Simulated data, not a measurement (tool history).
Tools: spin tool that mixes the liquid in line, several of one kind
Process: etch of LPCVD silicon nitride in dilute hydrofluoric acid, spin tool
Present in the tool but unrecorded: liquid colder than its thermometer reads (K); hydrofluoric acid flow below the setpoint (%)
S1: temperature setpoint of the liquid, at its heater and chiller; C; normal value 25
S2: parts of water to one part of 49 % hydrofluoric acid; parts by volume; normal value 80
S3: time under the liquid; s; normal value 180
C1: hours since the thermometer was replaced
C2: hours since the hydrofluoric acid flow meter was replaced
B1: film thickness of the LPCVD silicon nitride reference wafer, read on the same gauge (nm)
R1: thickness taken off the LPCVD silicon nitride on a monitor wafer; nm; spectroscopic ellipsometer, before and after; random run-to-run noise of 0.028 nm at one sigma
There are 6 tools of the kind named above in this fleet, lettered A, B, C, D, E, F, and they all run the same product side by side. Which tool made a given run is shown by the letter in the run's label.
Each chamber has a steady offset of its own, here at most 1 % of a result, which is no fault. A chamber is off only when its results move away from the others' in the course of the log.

run,day,S1,S2,S3,C1,C2,B1,R1
# day 0.229: chamber B: thermometer replaced
1F,0.367,25,80,180,667.6,381.6,149.99,1.0255
2E,0.592,25,80,180,2049.4,1843.2,150.01,0.98263
3B,0.871,25,80,180,15.5,1799.4,150.01,1.115
4D,1.088,25,80,180,1314.3,137.5,149.99,1.0129
5C,1.288,25,80,180,427.9,575.1,150,1.057
6A,1.575,25,80,180,978.4,1862.1,150.01,1.086
7B,1.971,25,80,180,41.9,1825.8,150,1.0668
8D,2.371,25,80,180,1345.1,168.3,150,1.0687
9C,2.8,29,80,130,464.2,611.4,149.99,1.0074
10E,3.042,29,80,130,2108.2,1902,150,0.94172
11A,3.396,29,80,130,1022.1,1905.8,149.98,0.91347
12F,3.792,29,80,130,749.8,463.8,149.99,0.97131
13B,4.221,29,80,130,95.9,1879.8,150.01,0.98658
14D,4.5,29,80,130,1396.2,219.4,150,1.0214
15E,4.754,25,80,180,2149.3,1943.1,149.99,0.99964
16F,5.183,25,80,180,783.2,497.2,150,1.0493
17C,5.562,20.5,80,180,530.5,677.7,150,0.74355
18A,5.812,20.5,80,180,1080.1,1963.8,150.01,0.76185
19F,6.158,20.5,80,180,806.6,520.6,150,0.74932
20E,6.458,20.5,80,180,2190.2,1984,149.99,0.78563
21B,6.817,20.5,80,180,158.2,1942.1,149.99,0.79448
22A,7.129,20.5,80,180,1111.7,1995.4,149.99,0.76284
23D,7.496,25,80,180,1468.1,291.3,150.01,1.0201
24C,7.804,25,80,180,584.3,731.5,150.02,1.0304
# day 8.162: chamber C: hydrofluoric acid flow meter replaced
25A,8.221,25,80,180,1137.9,2021.6,150.01,1.0315
# day 8.254: chamber F: hydrofluoric acid flow meter replaced
26E,8.496,25,80,180,2239.1,2032.9,150.01,0.99404
27D,8.75,25,80,180,1498.2,321.4,150.01,1.0544
# day 8.846: chamber A: hydrofluoric acid flow meter replaced
28C,9.183,25,80,180,617.4,24.5,150,1.0534
29B,9.425,25,80,180,220.8,2004.7,149.98,1.0525
30F,9.646,21,80,180,890.3,33.4,150.03,0.77938
31A,9.908,21,80,180,1178.4,25.6,149.99,0.79422
32E,10.317,21,80,180,2282.8,2076.6,150,0.76928
33C,10.629,21,80,180,652.1,59.2,150.01,0.79445
34D,10.9,21,80,180,1549.8,373,150,0.789
35F,11.25,21,80,180,928.8,71.9,150.02,0.81754
36B,11.525,25,80,180,271.2,2055.1,150.01,1.0735
37E,11.846,25,80,180,2319.5,2113.3,150,1.045
38C,12.304,25,80,180,692.3,99.4,150,1.0512
39A,12.721,25,80,180,1245.9,93.1,150.01,1.0091

What goes on in this fleet: one chamber off, a drifting gauge, or nothing beyond the chambers' own small offsets? Name the chamber and the cause, if any.

All chambers stay in line apart from their small fixed offsets, and the gauge does not drift.
